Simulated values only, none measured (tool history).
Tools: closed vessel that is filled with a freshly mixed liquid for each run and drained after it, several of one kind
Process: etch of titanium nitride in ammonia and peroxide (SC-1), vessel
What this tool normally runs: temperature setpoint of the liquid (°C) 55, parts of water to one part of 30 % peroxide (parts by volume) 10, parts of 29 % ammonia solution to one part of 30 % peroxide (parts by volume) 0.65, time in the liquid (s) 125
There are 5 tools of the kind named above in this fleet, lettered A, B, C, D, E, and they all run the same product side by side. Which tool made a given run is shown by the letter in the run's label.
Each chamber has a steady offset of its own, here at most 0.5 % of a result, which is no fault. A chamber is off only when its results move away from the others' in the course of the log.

run     day  temperature setpoint of the liquid (°C)  parts of water to one part of 30 % peroxide (parts by volume)  parts of 29 % ammonia solution to one part of 30 % peroxide (parts by volume)  time in the liquid (s)  hours since the thermometer was replaced  hours since the ammonia flow meter was replaced  hours since the drum of ammonia solution was connected  read-back film thickness of the titanium nitride reference wafer, read on the same gauge (nm)  thickness taken off the titanium nitride on a monitor wafer (angstrom)
 1A   0.421                                       55                                                             10                                                                           0.65                     125                                    1337.8                                            455.7                                                   837.4                                                                                        100.000                                                                  85.553
 2B   0.792                                       55                                                             10                                                                           0.65                     125                                     194.4                                           1973.0                                                   110.6                                                                                         99.978                                                                  83.653
 3C   1.279                                       55                                                             10                                                                           0.65                     125                                    1472.3                                           1217.2                                                   580.5                                                                                        100.010                                                                  83.670
 4E   1.538                                       55                                                             10                                                                           0.65                     125                                     780.5                                             62.6                                                    45.8                                                                                         99.990                                                                  83.830
 5D   1.788                                       55                                                             10                                                                           0.65                     125                                     412.0                                           2115.9                                                   243.9                                                                                         99.957                                                                  85.065
 6C   2.300                                       55                                                             10                                                                           0.65                     125                                    1496.8                                           1241.7                                                   605.0                                                                                        100.020                                                                  85.117
      2.367  -- chamber D: ammonia flow meter replaced
 7B   2.746                                       55                                                             10                                                                           0.65                     125                                     241.3                                           2019.9                                                   157.5                                                                                        100.000                                                                  84.006
 8A   3.096                                       55                                                             10                                                                           0.65                     125                                    1402.0                                            519.9                                                   901.6                                                                                         99.995                                                                  85.403
 9E   3.542                                       55                                                             10                                                                           0.65                     125                                     828.6                                            110.7                                                    93.9                                                                                        100.040                                                                  82.979
10D   3.867                                       55                                                             10                                                                           0.65                     125                                     461.9                                             36.1                                                   293.8                                                                                        100.020                                                                  84.268
11B   4.250                                       55                                                             10                                                                           0.65                     125                                     277.4                                           2056.0                                                   193.6                                                                                        100.040                                                                  85.601
12A   4.638                                       55                                                             10                                                                           0.65                     180                                    1439.0                                            556.9                                                   938.6                                                                                        100.050                                                                 121.960
13D   5.058                                       55                                                             10                                                                           0.65                     180                                     490.5                                             64.7                                                   322.4                                                                                        100.030                                                                 122.020
14C   5.471                                       55                                                             10                                                                           0.65                     180                                    1572.9                                           1317.8                                                   681.1                                                                                         99.974                                                                 121.200
      5.496  -- chamber D: new drum of ammonia solution connected
15E   5.796                                       55                                                             10                                                                           0.65                     180                                     882.7                                            164.8                                                   148.0                                                                                         99.981                                                                 122.120
16A   6.329                                       55                                                             10                                                                           0.65                     180                                    1479.6                                            597.5                                                   979.2                                                                                        100.000                                                                 123.600
      6.338  -- chamber A: new drum of ammonia solution connected
17E   6.750                                       55                                                             10                                                                           0.65                     155                                     905.6                                            187.7                                                   170.9                                                                                        100.000                                                                 106.330
18D   7.104                                       55                                                             10                                                                           0.65                     155                                     539.6                                            113.8                                                    38.6                                                                                         99.998                                                                 105.690
19C   7.617                                       55                                                             10                                                                           0.65                     155                                    1624.4                                           1369.3                                                   732.6                                                                                        100.030                                                                 104.570
20B   7.962                                       55                                                             10                                                                           0.65                     155                                     366.5                                           2145.1                                                   282.7                                                                                        100.000                                                                 104.960
21C   8.342                                       55                                                             10                                                                           0.65                     155                                    1641.8                                           1386.7                                                   750.0                                                                                        100.040                                                                 105.200
22E   8.767                                       55                                                             10                                                                           0.65                     125                                     954.0                                            236.1                                                   219.3                                                                                         99.976                                                                  84.417
23D   9.283                                       55                                                             10                                                                           0.65                     125                                     591.9                                            166.1                                                    90.9                                                                                        100.000                                                                  83.964
      9.350  -- chamber A: thermometer replaced
24B   9.562                                       55                                                             10                                                                           0.65                     125                                     404.9                                           2183.5                                                   321.1                                                                                         99.992                                                                  85.118
      9.762  -- chamber E: new drum of ammonia solution connected
25A   9.950                                       55                                                              8                                                                           0.45                     125                                      14.5                                            684.4                                                    86.7                                                                                         99.956                                                                  89.618
26B  10.417                                       55                                                              8                                                                           0.45                     125                                     425.4                                           2204.0                                                   341.6                                                                                        100.020                                                                  88.367
     10.421  -- chamber C: new drum of ammonia solution connected
27D  10.762                                       55                                                              8                                                                           0.45                     125                                     627.4                                            201.6                                                   126.4                                                                                         99.984                                                                  88.139
28E  11.017                                       55                                                              8                                                                           0.45                     125                                    1008.0                                            290.1                                                    30.2                                                                                         99.991                                                                  89.253
29C  11.571                                       55                                                              8                                                                           0.45                     125                                    1719.3                                           1464.2                                                    27.7                                                                                        100.020                                                                  89.458
30A  11.921                                       55                                                             10                                                                           0.65                     125                                      61.8                                            731.7                                                   134.0                                                                                         99.985                                                                  85.681
31B  12.233                                       55                                                             10                                                                           0.65                     125                                     469.0                                           2247.6                                                   385.2                                                                                         99.996                                                                  83.751
32D  12.567                                       55                                                             10                                                                           0.65                     125                                     670.7                                            244.9                                                   169.7                                                                                         99.994                                                                  84.033
33E  12.854                                       55                                                             10                                                                           0.65                     125                                    1052.1                                            334.2                                                    74.3                                                                                         99.978                                                                  84.321

Which is it: a chamber that has drifted or been left off by a service, a gauge drift common to all chambers, or only each chamber's usual small offset? If a chamber is off, name it and its likeliest cause.

All chambers stay in line apart from their small fixed offsets, and the gauge does not drift.
